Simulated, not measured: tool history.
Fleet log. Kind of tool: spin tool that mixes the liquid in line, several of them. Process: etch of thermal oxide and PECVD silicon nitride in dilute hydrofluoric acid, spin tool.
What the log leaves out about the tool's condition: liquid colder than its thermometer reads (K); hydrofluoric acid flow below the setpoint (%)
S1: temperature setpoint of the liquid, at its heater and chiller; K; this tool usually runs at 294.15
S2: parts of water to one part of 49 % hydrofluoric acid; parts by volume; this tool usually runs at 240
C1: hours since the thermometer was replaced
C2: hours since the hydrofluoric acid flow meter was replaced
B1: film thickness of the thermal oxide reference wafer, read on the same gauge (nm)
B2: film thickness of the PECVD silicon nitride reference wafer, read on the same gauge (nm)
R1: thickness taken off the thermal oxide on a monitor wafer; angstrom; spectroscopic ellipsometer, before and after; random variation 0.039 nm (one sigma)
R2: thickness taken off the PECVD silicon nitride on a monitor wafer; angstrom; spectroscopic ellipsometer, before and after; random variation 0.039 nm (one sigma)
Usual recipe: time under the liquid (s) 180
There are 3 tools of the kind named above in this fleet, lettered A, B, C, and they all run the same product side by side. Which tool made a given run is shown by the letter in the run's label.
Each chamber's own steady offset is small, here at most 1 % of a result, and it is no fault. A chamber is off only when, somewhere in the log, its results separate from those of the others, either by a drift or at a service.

Run 1B, day 0.171: usual settings; C1 785.8; C2 476.2; B1 120.01; B2 89.986. Result: R1 26.177 angstrom, R2 17.772 angstrom.
Run 2A, day 0.346: usual settings; C1 429.9; C2 1107.4; B1 120; B2 90.004. Result: R1 26.416 angstrom, R2 17.229 angstrom.
Run 3C, day 0.546: usual settings; C1 464.2; C2 468; B1 120.01; B2 90.002. Result: R1 26.858 angstrom, R2 17.522 angstrom.
Run 4B, day 0.738: usual settings; C1 799.4; C2 489.8; B1 119.99; B2 89.997. Result: R1 26.276 angstrom, R2 16.801 angstrom.
Run 5C, day 0.946: usual settings; C1 473.8; C2 477.6; B1 120.01; B2 89.988. Result: R1 25.68 angstrom, R2 16.484 angstrom.
Run 6A, day 1.054: usual settings; C1 446.9; C2 1124.4; B1 119.96; B2 89.996. Result: R1 26.88 angstrom, R2 17.427 angstrom.
Run 7A, day 1.25: usual settings; C1 451.6; C2 1129.1; B1 120.01; B2 90.006. Result: R1 26.171 angstrom, R2 16.758 angstrom.
Run 8C, day 1.362: usual settings; C1 483.8; C2 487.6; B1 119.99; B2 90.025. Result: R1 26.418 angstrom, R2 17.055 angstrom.
Run 9B, day 1.546: usual settings; C1 818.8; C2 509.2; B1 120; B2 90.002. Result: R1 26.313 angstrom, R2 16.861 angstrom.
Run 10B, day 1.662: usual settings; C1 821.6; C2 512; B1 120; B2 89.978. Result: R1 25.64 angstrom, R2 16.139 angstrom.
Run 11C, day 1.85: usual settings but S2 165 parts by volume; C1 495.5; C2 499.3; B1 120.01; B2 89.983. Result: R1 41.454 angstrom, R2 24.274 angstrom.
Run 12A, day 2.046: usual settings but S2 165 parts by volume; C1 470.7; C2 1148.2; B1 120.02; B2 89.989. Result: R1 42.176 angstrom, R2 24.547 angstrom.
Run 13B, day 2.146: usual settings but S2 165 parts by volume; C1 833.2; C2 523.6; B1 120; B2 90.001. Result: R1 40.108 angstrom, R2 23.342 angstrom.
Run 14C, day 2.346: usual settings; C1 507.4; C2 511.2; B1 119.98; B2 89.994. Result: R1 26.404 angstrom, R2 17.137 angstrom.
Run 15A, day 2.533: usual settings; C1 482.4; C2 1159.9; B1 119.98; B2 89.998. Result: R1 27.185 angstrom, R2 16.444 angstrom.
Run 16B, day 2.646: usual settings but time under the liquid (s) 255; C1 845.2; C2 535.6; B1 119.97; B2 90.02. Result: R1 35.3 angstrom, R2 22.87 angstrom.
Run 17A, day 2.779: usual settings but time under the liquid (s) 255; C1 488.3; C2 1165.8; B1 119.98; B2 90.009. Result: R1 37.179 angstrom, R2 24.255 angstrom.
Run 18C, day 2.967: usual settings but time under the liquid (s) 255; C1 522.3; C2 526.1; B1 119.99; B2 90.009. Result: R1 37.024 angstrom, R2 24.374 angstrom.
Run 19A, day 3.138: usual settings; C1 496.9; C2 1174.4; B1 120; B2 89.998. Result: R1 26.969 angstrom, R2 16.944 angstrom.
Run 20C, day 3.254: usual settings; C1 529.2; C2 533; B1 119.98; B2 89.997. Result: R1 26.074 angstrom, R2 17.184 angstrom.
Run 21B, day 3.362: usual settings; C1 862.4; C2 552.8; B1 120.03; B2 89.994. Result: R1 24.734 angstrom, R2 15.237 angstrom.
Run 22A, day 3.538: usual settings but S1 290.15 K, S2 355 parts by volume; C1 506.5; C2 1184; B1 120.02; B2 90.012. Result: R1 13.741 angstrom, R2 9.1218 angstrom.
Run 23B, day 3.712: usual settings but S1 290.15 K, S2 355 parts by volume; C1 870.8; C2 561.2; B1 119.98; B2 90.003. Result: R1 13.458 angstrom, R2 8.0556 angstrom.
Run 24C, day 3.85: usual settings but S1 290.15 K, S2 355 parts by volume; C1 543.5; C2 547.3; B1 120.01; B2 89.999. Result: R1 14.236 angstrom, R2 8.8517 angstrom.
Run 25B, day 4.021: usual settings; C1 878.2; C2 568.6; B1 120.01; B2 89.999. Result: R1 24.004 angstrom, R2 14.634 angstrom.
Run 26C, day 4.183: usual settings; C1 551.5; C2 555.3; B1 119.99; B2 89.995. Result: R1 26.312 angstrom, R2 16.682 angstrom.
Run 27A, day 4.296: usual settings; C1 524.7; C2 1202.2; B1 120.01; B2 89.985. Result: R1 26.4 angstrom, R2 16.247 angstrom.
Run 28B, day 4.475: usual settings; C1 889.1; C2 579.5; B1 120.01; B2 90. Result: R1 23.786 angstrom, R2 14.748 angstrom.

All chambers now run identical settings, listed one chamber a line with results as question marks. What results will each chamber show?
Run 29A, day 4.629: usual settings but S2 350 parts by volume. Result: R1 ?, R2 ?.
Run 29B, day 4.629: usual settings but S2 350 parts by volume. Result: R1 ?, R2 ?.
Run 29C, day 4.629: usual settings but S2 350 parts by volume. Result: R1 ?, R2 ?.

run      R1      R2
29A  16.329  11.861
29B  14.743  10.371
29C  16.186  11.576

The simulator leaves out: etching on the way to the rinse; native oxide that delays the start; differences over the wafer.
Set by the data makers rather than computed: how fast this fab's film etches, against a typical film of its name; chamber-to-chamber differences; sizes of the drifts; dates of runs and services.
